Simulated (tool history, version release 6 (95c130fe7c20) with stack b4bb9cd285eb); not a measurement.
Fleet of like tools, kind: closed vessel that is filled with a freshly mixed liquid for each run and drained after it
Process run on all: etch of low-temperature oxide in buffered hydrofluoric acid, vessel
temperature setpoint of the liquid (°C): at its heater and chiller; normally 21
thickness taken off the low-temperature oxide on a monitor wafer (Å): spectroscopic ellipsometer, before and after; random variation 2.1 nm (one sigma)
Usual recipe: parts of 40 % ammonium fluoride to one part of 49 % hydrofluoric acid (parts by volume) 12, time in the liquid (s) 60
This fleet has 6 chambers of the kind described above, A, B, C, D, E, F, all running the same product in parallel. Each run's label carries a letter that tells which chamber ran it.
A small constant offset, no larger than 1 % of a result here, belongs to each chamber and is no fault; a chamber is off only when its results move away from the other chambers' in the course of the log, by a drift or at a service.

| run | hour | temperature setpoint of the liquid (°C) | parts of 40 % ammonium fluoride to one part of 49 % hydrofluoric acid (parts by volume) | time in the liquid (s) | hours since the thermometer was replaced | hours since the hydrofluoric acid flow meter was replaced | read-back film thickness of the low-temperature oxide reference wafer, read on the same gauge (nm) | thickness taken off the low-temperature oxide on a monitor wafer (Å) |
|---|---|---|---|---|---|---|---|---|
| 1B | 16.7 | 21 | 12 | 60 | 1547.8 | 2097.8 | 109.99 | 2438.2 |
|  | 18.9 | chamber B: thermometer replaced |
| 2D | 26.2 | 21 | 12 | 60 | 276.1 | 1021 | 109.97 | 2452.3 |
| 3C | 33.6 | 21 | 12 | 60 | 1704.8 | 743 | 110.02 | 2449.8 |
| 4E | 48.9 | 21 | 12 | 60 | 1484.9 | 942.1 | 110 | 2463.4 |
| 5F | 64.1 | 21 | 12 | 60 | 692.8 | 949.9 | 110 | 2457 |
| 6A | 78.7 | 21 | 12 | 30 | 126.8 | 830.5 | 110.02 | 1242.2 |
| 7C | 87 | 21 | 12 | 30 | 1758.2 | 796.4 | 110 | 1212.2 |
| 8E | 95.5 | 21 | 12 | 30 | 1531.5 | 988.7 | 110 | 1231.9 |
| 9F | 110.8 | 21 | 12 | 30 | 739.5 | 996.6 | 110 | 1252.2 |
| 10A | 126.1 | 21 | 12 | 30 | 174.2 | 877.9 | 110.03 | 1245.6 |
| 11D | 141 | 21 | 12 | 30 | 390.9 | 1135.8 | 110.01 | 1209.4 |
|  | 155.4 | chamber B: hydrofluoric acid flow meter replaced |
| 12B | 156.4 | 21 | 12 | 60 | 137.6 | 1 | 110.01 | 2468.4 |
| 13C | 163.7 | 21 | 12 | 30 | 1834.9 | 873.1 | 110 | 1220.2 |
| 14B | 174.3 | 21 | 12 | 30 | 155.5 | 18.9 | 109.99 | 1241.1 |
| 15D | 185.3 | 21 | 12 | 30 | 435.2 | 1180.1 | 109.98 | 1212.8 |
| 16E | 199.3 | 21 | 12 | 30 | 1635.3 | 1092.5 | 110.01 | 1237 |
| 17A | 215.6 | 21 | 12 | 30 | 263.7 | 967.4 | 109.99 | 1216.5 |
| 18F | 227.5 | 21 | 12 | 30 | 856.2 | 1113.3 | 110.01 | 1225.6 |
| 19B | 239.5 | 21 | 12 | 60 | 220.7 | 84.1 | 109.98 | 2465.3 |
| 20E | 249 | 21 | 12 | 60 | 1685 | 1142.2 | 110.01 | 2489.2 |
|  | 255.8 | chamber F: hydrofluoric acid flow meter replaced |
| 21C | 256.4 | 21 | 12 | 60 | 1927.6 | 965.8 | 110.01 | 2515.1 |
| 22A | 265.5 | 21 | 12 | 60 | 313.6 | 1017.3 | 110 | 2473.5 |
| 23D | 275.5 | 21 | 12 | 60 | 525.4 | 1270.3 | 109.99 | 2451.8 |
| 24F | 283.7 | 21 | 12 | 60 | 912.4 | 27.9 | 109.99 | 2488.4 |
| 25C | 293 | 21 | 12 | 60 | 1964.2 | 1002.4 | 110 | 2571.8 |
|  | 293.3 | chamber F: thermometer replaced |
| 26A | 307 | 21 | 15.5 | 90 | 355.1 | 1058.8 | 109.99 | 2881.1 |
| 27F | 314.7 | 21 | 15.5 | 90 | 21.4 | 58.9 | 110 | 2880.4 |
| 28B | 323.5 | 21 | 15.5 | 90 | 304.7 | 168.1 | 110 | 2843.1 |
| 29D | 336.7 | 21 | 15.5 | 90 | 586.6 | 1331.5 | 110 | 2850.3 |
| 30E | 347 | 21 | 15.5 | 90 | 1783 | 1240.2 | 109.99 | 2857.3 |
| 31D | 355.7 | 21 | 15.5 | 90 | 605.6 | 1350.5 | 109.99 | 2861.7 |
| 32C | 367.7 | 21 | 12 | 60 | 2038.9 | 1077.1 | 109.99 | 2590.1 |
| 33E | 382.6 | 21 | 12 | 60 | 1818.6 | 1275.8 | 110.01 | 2500.2 |
| 34B | 396.5 | 21 | 12 | 60 | 377.7 | 241.1 | 110.01 | 2458.6 |
| 35F | 408.4 | 21 | 12 | 60 | 115.1 | 152.6 | 110.01 | 2456.2 |
| 36A | 415.8 | 21 | 12 | 60 | 463.9 | 1167.6 | 110 | 2439.8 |
| 37D | 425.2 | 25.5 | 12 | 60 | 675.1 | 1420 | 110 | 3116.1 |
| 38E | 435.6 | 25.5 | 12 | 60 | 1871.6 | 1328.8 | 110.02 | 3143 |
| 39A | 446.6 | 25.5 | 12 | 60 | 494.7 | 1198.4 | 110 | 3174.2 |
| 40C | 458.7 | 25.5 | 12 | 60 | 2129.9 | 1168.1 | 110.01 | 3377.8 |
| 41B | 469.1 | 25.5 | 12 | 60 | 450.3 | 313.7 | 110 | 3051 |
| 42F | 482.3 | 25.5 | 12 | 60 | 189 | 226.5 | 109.99 | 3132.9 |

Decide between three cases: one chamber stands off from its peers, the gauge reading all wafers drifts, or nothing is wrong past each chamber's small offset. Where a chamber is off, say which and what most likely put it there.

Chamber C drifts away from the others.
Most likely cause: hydrofluoric acid flow above the setpoint (%) = 8.1.
It could be hard to tell apart here from: liquid hotter than its thermometer reads (K).

Chamber C could run next with any of the 4 candidate recipes listed below; each alters the usual settings, and their results appear as question marks. Which one brings its results back in line with what the other chambers deliver on the usual settings?
To be in line, a result may differ from the other chambers' mean on the usual settings by at most: thickness taken off the low-temperature oxide on a monitor wafer (Å) 75
| 43C-1 | 494.3 | 21 | 11.5 | 65 |  |  |  | ? |
| 43C-2 | 494.3 | 21 | 12 | 65 |  |  |  | ? |
| 43C-3 | 494.3 | 21 | 13 | 60 |  |  |  | ? |
| 43C-4 | 494.3 | 20 | 13 | 60 |  |  |  | ? |

On the usual settings, the other chambers give on average: thickness taken off the low-temperature oxide on a monitor wafer (Å) 2463
| run | thickness taken off the low-temperature oxide on a monitor wafer (Å) |
|---|---|
| 43C-1 | 2986.3 |
| 43C-2 | 2866.1 |
| 43C-3 | 2448.6 |
| 43C-4 | 2314.3 |
43C-3 puts the chamber back in line with the other chambers.

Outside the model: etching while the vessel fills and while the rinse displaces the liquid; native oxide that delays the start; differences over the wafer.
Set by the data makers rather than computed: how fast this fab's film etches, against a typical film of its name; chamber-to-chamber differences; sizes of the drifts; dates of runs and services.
